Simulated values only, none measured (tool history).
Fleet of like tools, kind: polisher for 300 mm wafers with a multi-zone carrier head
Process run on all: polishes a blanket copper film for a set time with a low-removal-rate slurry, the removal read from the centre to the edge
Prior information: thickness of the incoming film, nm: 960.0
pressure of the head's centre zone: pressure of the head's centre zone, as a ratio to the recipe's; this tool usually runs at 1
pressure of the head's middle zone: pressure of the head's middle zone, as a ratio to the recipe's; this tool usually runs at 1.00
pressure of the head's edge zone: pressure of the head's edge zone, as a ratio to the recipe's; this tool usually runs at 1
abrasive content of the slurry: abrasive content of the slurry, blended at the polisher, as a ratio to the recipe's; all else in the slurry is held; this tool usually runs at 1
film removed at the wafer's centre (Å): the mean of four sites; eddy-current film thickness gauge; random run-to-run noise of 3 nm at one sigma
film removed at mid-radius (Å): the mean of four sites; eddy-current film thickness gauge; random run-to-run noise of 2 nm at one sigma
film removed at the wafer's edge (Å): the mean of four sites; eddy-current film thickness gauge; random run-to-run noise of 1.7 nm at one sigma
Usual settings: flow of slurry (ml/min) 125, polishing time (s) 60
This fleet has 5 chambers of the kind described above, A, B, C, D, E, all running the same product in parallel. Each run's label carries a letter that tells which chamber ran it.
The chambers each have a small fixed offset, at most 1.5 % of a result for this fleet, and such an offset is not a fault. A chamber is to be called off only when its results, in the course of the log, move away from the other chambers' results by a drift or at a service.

run   hour  flow of slurry (ml/min)  pressure of the head's centre zone  pressure of the head's middle zone  pressure of the head's edge zone  abrasive content of the slurry  polishing time (s)  film removed at the wafer's centre (Å)  film removed at mid-radius (Å)  film removed at the wafer's edge (Å)
 1A    6.6                      125                                   1                                1.00                                 1                               1                  60                                  2208.2                          2212.5                                2214.4
 2C   15.3                      125                                   1                                1.00                                 1                               1                  60                                  2189.8                          2214.9                                2216.1
 3E   23.8                      125                                   1                                1.00                                 1                               1                  60                                  2166.7                          2167.8                                2177.2
 4B   29.4                      125                                   1                                1.00                                 1                               1                  60                                  2190.4                          2220.3                                2171.0
 5D   37.4                      125                                   1                                1.00                                 1                               1                  60                                  2222.9                          2218.6                                2212.1
 6B   45.2                      125                                   1                                1.00                                 1                               1                  60                                  2191.0                          2217.0                                2217.1
 7E   52.3                      125                                   1                                1.00                                 1                               1                  60                                  2224.5                          2197.8                                2165.7
      55.6  -- chamber E: worn pad replaced by a new one
 8A   62.7                      125                                   1                                1.00                                 1                               1                  60                                  2182.5                          2231.5                                2217.4
      68.4  -- chamber C: worn pad replaced by a new one
 9D   72.5                      125                                   1                                1.00                                 1                               1                  60                                  2234.7                          2194.9                                2159.3
10C   80.1                      125                                   1                                1.00                                 1                               1                  60                                  2188.4                          2202.8                                2160.6
      82.6  -- chamber A: worn pad replaced by a new one
      83.1  -- chamber D: worn pad replaced by a new one
11A   88.5                      125                                   1                                1.00                                 1                               1                  60                                  2177.7                          2231.9                                2199.0
      89.0  -- chamber C: slurry nozzle cleaned
      92.3  -- chamber B: edge zone pressure recalibrated
12E   95.7                      125                                   1                                1.00                                 1                               1                  60                                  2237.7                          2192.2                                2185.9
13C  106.8                      125                                   1                                1.00                                 1                               1                  60                                  2195.2                          2229.5                                2182.0
14B  113.5                      125                                   1                                1.00                                 1                               1                  60                                  2143.1                          2173.2                                2156.5
15D  121.6                      125                                   1                                1.00                                 1                               1                  60                                  2268.0                          2195.3                                2181.7
16E  126.7                      125                                   1                                1.00                                 1                               1                  60                                  2170.9                          2217.5                                2196.4
17C  137.1                      125                                   1                                1.00                                 1                               1                  60                                  2171.8                          2231.7                                2180.3
18B  145.8                      125                                   1                                1.00                                 1                               1                  60                                  2089.9                          2094.9                                2118.1
19A  155.9                      125                                   1                                1.00                                 1                               1                  60                                  2154.6                          2217.0                                2218.0
     160.1  -- chamber C: worn pad replaced by a new one
20D  161.3                      125                                   1                                1.00                                 1                               1                  60                                  2201.8                          2192.5                                2184.1
     172.3  -- chamber D: worn pad replaced by a new one
21A  172.6                      125                                   1                                1.00                                 1                               1                  60                                  2229.7                          2175.4                                2215.9
     177.3  -- chamber E: worn pad replaced by a new one
22B  180.3                      125                                   1                                1.00                                 1                               1                  60                                  2074.5                          2069.8                                2079.8
23E  189.2                      125                                   1                                1.00                                 1                               1                  60                                  2226.1                          2156.9                                2197.5
     195.7  -- chamber C: centre zone pressure recalibrated
24D  197.2                      125                                   1                                1.00                                 1                               1                  60                                  2175.5                          2198.0                                2167.6
25C  203.8                      125                                   1                                1.00                                 1                               1                  60                                  2129.7                          2212.1                                2183.5
26D  212.5                      125                                   1                                1.00                                 1                               1                  60                                  2172.6                          2227.4                                2204.5
27B  218.8                      125                                   1                                1.00                                 1                               1                  60                                  2045.4                          2087.0                                2056.0
28A  224.6                      125                                   1                                1.00                                 1                               1                  60                                  2259.3                          2209.6                                2211.3
     232.3  -- chamber A: worn pad replaced by a new one
29E  233.8                      125                                   1                                1.00                                 1                               1                  60                                  2198.9                          2216.9                                2191.7
30C  243.8                      125                                   1                                1.00                                 1                               1                  60                                  2209.6                          2207.6                                2208.1
31E  252.9                      125                                   1                                1.00                                 1                               1                  60                                  2259.1                          2174.3                                2176.8
32D  261.4                      125                                   1                                1.00                                 1                               1                  60                                  2207.4                          2236.2                                2182.7
     266.6  -- chamber C: worn pad replaced by a new one
33B  272.6                       90                                   1                                1.00                                 1                               1                  60                                  1759.4                          1844.3                                1889.3
     279.9  -- chamber D: worn pad replaced by a new one
34C  284.3                       90                                   1                                1.00                                 1                               1                  60                                  2005.9                          1980.8                                2046.5
35A  293.5                       90                                   1                                1.00                                 1                               1                  60                                  2045.1                          1969.1                                2087.4
     301.7  -- chamber E: worn pad replaced by a new one
36B  302.6                       90                                   1                                1.00                                 1                               1                  60                                  1774.5                          1814.0                                1836.9
37D  313.8                       90                                   1                                1.00                                 1                               1                  60                                  2071.7                          2015.1                                2080.8
38E  321.7                      125                                   1                                1.00                                 1                               1                  60                                  2183.6                          2151.5                                2174.6
39C  333.5                      125                                   1                                1.00                                 1                               1                  60                                  2192.0                          2186.0                                2202.9
40A  339.6                      125                                   1                                1.00                                 1                               1                  60                                  2201.0                          2218.6                                2227.3
41E  348.3                      125                                   1                                1.00                                 1                               1                  60                                  2222.6                          2189.5                                2209.2
42B  355.9                      125                                   1                                1.00                                 1                               1                  60                                  1944.1                          1943.5                                1901.9

The same settings go to every chamber for the next run, one line per chamber below. Forecast the results for each:
43A  364.4                      125                                   1                                1.04                                 1                               1                  60                                       ?                               ?                                     ?
43B  364.4                      125                                   1                                1.04                                 1                               1                  60                                       ?                               ?                                     ?
43C  364.4                      125                                   1                                1.04                                 1                               1                  60                                       ?                               ?                                     ?
43D  364.4                      125                                   1                                1.04                                 1                               1                  60                                       ?                               ?                                     ?
43E  364.4                      125                                   1                                1.04                                 1                               1                  60                                       ?                               ?                                     ?

run  film removed at the wafer's centre (Å)  film removed at mid-radius (Å)  film removed at the wafer's edge (Å)
43A                                  2179.7                          2312.8                                2238.2
43B                                  1876.7                          2024.6                                1918.8
43C                                  2172.3                          2291.6                                2204.3
43D                                  2187.9                          2295.2                                2158.9
43E                                  2221.1                          2270.7                                2188.3
